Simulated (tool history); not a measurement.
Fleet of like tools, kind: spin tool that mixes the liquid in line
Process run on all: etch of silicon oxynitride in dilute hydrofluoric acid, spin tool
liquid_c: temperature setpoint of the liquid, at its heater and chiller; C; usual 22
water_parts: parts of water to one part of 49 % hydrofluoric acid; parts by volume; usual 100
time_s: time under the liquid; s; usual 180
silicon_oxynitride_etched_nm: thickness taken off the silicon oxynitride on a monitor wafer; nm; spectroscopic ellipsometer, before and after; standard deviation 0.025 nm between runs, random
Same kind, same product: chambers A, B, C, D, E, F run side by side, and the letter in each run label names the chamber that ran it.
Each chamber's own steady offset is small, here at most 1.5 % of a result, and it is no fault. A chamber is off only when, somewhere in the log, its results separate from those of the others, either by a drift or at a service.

run,hour,liquid_c,water_parts,time_s,"read-back film thickness of the silicon oxynitride reference wafer, read on the same gauge (nm)",silicon_oxynitride_etched_nm
1D,5.1,22,100,180,130.05,3.0797
2F,11,22,100,180,130.03,3.052
3B,18.1,22,100,180,130.01,3.0262
4E,24.4,22,100,180,129.97,3.0645
5C,30.6,22,100,180,129.97,3.0138
6A,37.7,22,140,180,130,2.1046
# hour 39.6: chamber E: hydrofluoric acid flow meter replaced
7E,42,22,140,180,129.98,2.1192
8A,47,22,140,180,130.01,2.1302
9F,52.7,22,140,180,130.01,2.1318
10D,57.9,22,140,180,129.99,2.1528
11B,64.7,22,140,180,130,2.1003
12C,71.8,22,100,180,130,3.0523
13A,76,22,100,180,130.01,3.0351
14C,82,22,100,180,130,3.0608
15B,89.8,22,100,180,130,3.0478
16E,97.9,22,130,180,129.99,2.2951
17F,105.8,22,130,180,129.99,2.295
18D,113.6,22,130,180,130.01,2.2281
19D,121,22,130,180,129.98,2.2249
20C,126.7,22,130,180,130.02,2.2769
21E,133.1,22,130,180,130,2.3041
22F,138.7,22,100,180,130.04,3.0965
23A,143.9,22,100,180,130,3.0306
24B,148.7,26,75,180,130,4.9642
25B,156.5,26,75,180,130,5.0068
26F,162.1,26,75,180,130.02,5.1083
27A,169.6,26,75,180,130.01,4.9686
28C,173.5,26,75,180,130,5.0009
29D,178.6,26,75,180,130.02,4.707
30E,184.7,22,100,180,130.01,3.045
31C,191.3,22,100,180,130.03,3.0454
32F,198.6,22,100,180,130.02,3.0702
33E,203.9,18,100,285,129.98,4.0137
34A,208.7,18,100,285,129.98,3.9828
35D,214.3,18,100,285,130,3.6818
36B,222.5,18,100,285,130.01,3.9885

All 6 chambers run these settings next. Forecast each chamber's results:
37A,228.4,22,100,180,,?
37B,228.4,22,100,180,,?
37C,228.4,22,100,180,,?
37D,228.4,22,100,180,,?
37E,228.4,22,100,180,,?
37F,228.4,22,100,180,,?

run,silicon_oxynitride_etched_nm
37A,3.0418
37B,3.0517
37C,3.0065
37D,2.8244
37E,3.0777
37F,3.0731
